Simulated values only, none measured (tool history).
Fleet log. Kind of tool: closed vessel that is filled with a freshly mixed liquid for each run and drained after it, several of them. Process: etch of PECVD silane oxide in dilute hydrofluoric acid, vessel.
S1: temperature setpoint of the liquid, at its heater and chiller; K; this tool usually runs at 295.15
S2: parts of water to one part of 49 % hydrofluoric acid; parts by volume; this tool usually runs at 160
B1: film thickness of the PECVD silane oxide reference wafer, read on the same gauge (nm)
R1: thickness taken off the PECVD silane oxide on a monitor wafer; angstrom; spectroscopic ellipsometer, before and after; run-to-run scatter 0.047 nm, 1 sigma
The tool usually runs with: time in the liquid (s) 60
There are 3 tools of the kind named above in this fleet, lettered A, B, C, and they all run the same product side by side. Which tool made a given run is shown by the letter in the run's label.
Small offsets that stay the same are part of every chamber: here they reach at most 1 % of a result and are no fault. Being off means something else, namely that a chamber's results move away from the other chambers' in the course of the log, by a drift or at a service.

{"run": "1A", "hour": 11.9, "S1": 295.15, "S2": 160, "time in the liquid (s)": 60, "B1": 120.02, "R1": 84.076}
{"run": "2B", "hour": 20.1, "S1": 295.15, "S2": 160, "time in the liquid (s)": 60, "B1": 120.02, "R1": 84.247}
{"run": "3C", "hour": 29.5, "S1": 295.15, "S2": 160, "time in the liquid (s)": 60, "B1": 120.02, "R1": 84.359}
{"run": "4A", "hour": 36.1, "S1": 295.15, "S2": 160, "time in the liquid (s)": 60, "B1": 119.99, "R1": 83.846}
{"run": "5B", "hour": 45.7, "S1": 295.15, "S2": 160, "time in the liquid (s)": 60, "B1": 119.99, "R1": 83.488}
{"run": "6C", "hour": 54.2, "S1": 295.15, "S2": 160, "time in the liquid (s)": 60, "B1": 120.02, "R1": 84.537}
{"run": "7B", "hour": 67.1, "S1": 295.15, "S2": 160, "time in the liquid (s)": 60, "B1": 120.0, "R1": 84.287}
{"run": "8A", "hour": 81.5, "S1": 295.15, "S2": 160, "time in the liquid (s)": 60, "B1": 119.96, "R1": 84.527}
{"run": "9C", "hour": 89.2, "S1": 295.15, "S2": 160, "time in the liquid (s)": 60, "B1": 120.0, "R1": 86.5}
{"run": "10B", "hour": 102.2, "S1": 295.15, "S2": 110, "time in the liquid (s)": 60, "B1": 120.0, "R1": 128.63}
{"run": "11A", "hour": 116.0, "S1": 295.15, "S2": 110, "time in the liquid (s)": 60, "B1": 120.02, "R1": 128.62}
{"run": "12C", "hour": 124.4, "S1": 295.15, "S2": 110, "time in the liquid (s)": 60, "B1": 120.01, "R1": 131.96}
{"run": "13B", "hour": 134.6, "S1": 295.15, "S2": 160, "time in the liquid (s)": 60, "B1": 120.03, "R1": 84.914}
{"run": "14A", "hour": 144.3, "S1": 295.15, "S2": 160, "time in the liquid (s)": 60, "B1": 119.97, "R1": 84.509}
{"run": "15C", "hour": 154.7, "S1": 295.15, "S2": 160, "time in the liquid (s)": 60, "B1": 120.0, "R1": 86.741}
{"run": "16A", "hour": 166.9, "S1": 295.15, "S2": 160, "time in the liquid (s)": 60, "B1": 120.01, "R1": 85.265}
{"run": "17C", "hour": 179.1, "S1": 295.15, "S2": 160, "time in the liquid (s)": 60, "B1": 120.04, "R1": 87.409}
{"run": "18B", "hour": 189.7, "S1": 293.15, "S2": 105, "time in the liquid (s)": 60, "B1": 120.01, "R1": 125.77}
{"run": "19A", "hour": 197.4, "S1": 293.15, "S2": 105, "time in the liquid (s)": 60, "B1": 120.0, "R1": 125.52}
{"run": "20C", "hour": 204.0, "S1": 293.15, "S2": 105, "time in the liquid (s)": 60, "B1": 119.98, "R1": 132.16}
{"run": "21B", "hour": 216.3, "S1": 295.15, "S2": 160, "time in the liquid (s)": 60, "B1": 119.99, "R1": 84.957}
{"run": "22B", "hour": 223.3, "S1": 295.15, "S2": 160, "time in the liquid (s)": 60, "B1": 119.98, "R1": 85.069}
{"run": "23C", "hour": 236.4, "S1": 295.15, "S2": 160, "time in the liquid (s)": 60, "B1": 120.03, "R1": 89.373}
{"run": "24A", "hour": 248.3, "S1": 295.15, "S2": 160, "time in the liquid (s)": 60, "B1": 119.98, "R1": 83.66}
{"run": "25A", "hour": 256.6, "S1": 295.15, "S2": 160, "time in the liquid (s)": 60, "B1": 119.98, "R1": 84.659}
{"run": "26B", "hour": 265.3, "S1": 295.15, "S2": 160, "time in the liquid (s)": 60, "B1": 119.98, "R1": 84.833}
{"run": "27C", "hour": 279.7, "S1": 295.15, "S2": 160, "time in the liquid (s)": 60, "B1": 120.01, "R1": 89.298}

Read the log: is a single chamber off, either drifting away or since a service, is the gauge that measures every chamber drifting, or is nothing wrong beyond small per-chamber offsets? Name any odd chamber and what most likely caused it.

It is chamber C that slowly wanders off from its peers.
Cause: hydrofluoric acid flow above the setpoint (%) = 5.08.
Not necessarily distinguishable in this log from: liquid hotter than its thermometer reads (K).

Below are 4 candidate recipes for chamber C's next run, each the usual settings with a change, their results shown as question marks. Which of them brings C's results back in line with what the other chambers give on the usual settings?
Counts as in line when no further than this from what the other chambers average on the usual settings: R1 1.600 angstrom
{"run": "28C-1", "hour": 290.6, "S1": 293.65, "S2": 160, "time in the liquid (s)": 60, "R1": "?"}
{"run": "28C-2", "hour": 290.6, "S1": 292.65, "S2": 160, "time in the liquid (s)": 60, "R1": "?"}
{"run": "28C-3", "hour": 290.6, "S1": 296.65, "S2": 160, "time in the liquid (s)": 60, "R1": "?"}
{"run": "28C-4", "hour": 290.6, "S1": 295.65, "S2": 160, "time in the liquid (s)": 65, "R1": "?"}

What the other chambers average on the usual settings: R1 84.469 angstrom
run=28C-1 R1=84.587
run=28C-2 R1=81.324
run=28C-3 R1=94.998
run=28C-4 R1=99.059
Change 28C-1 lands the chamber within the allowed miss of the other chambers.
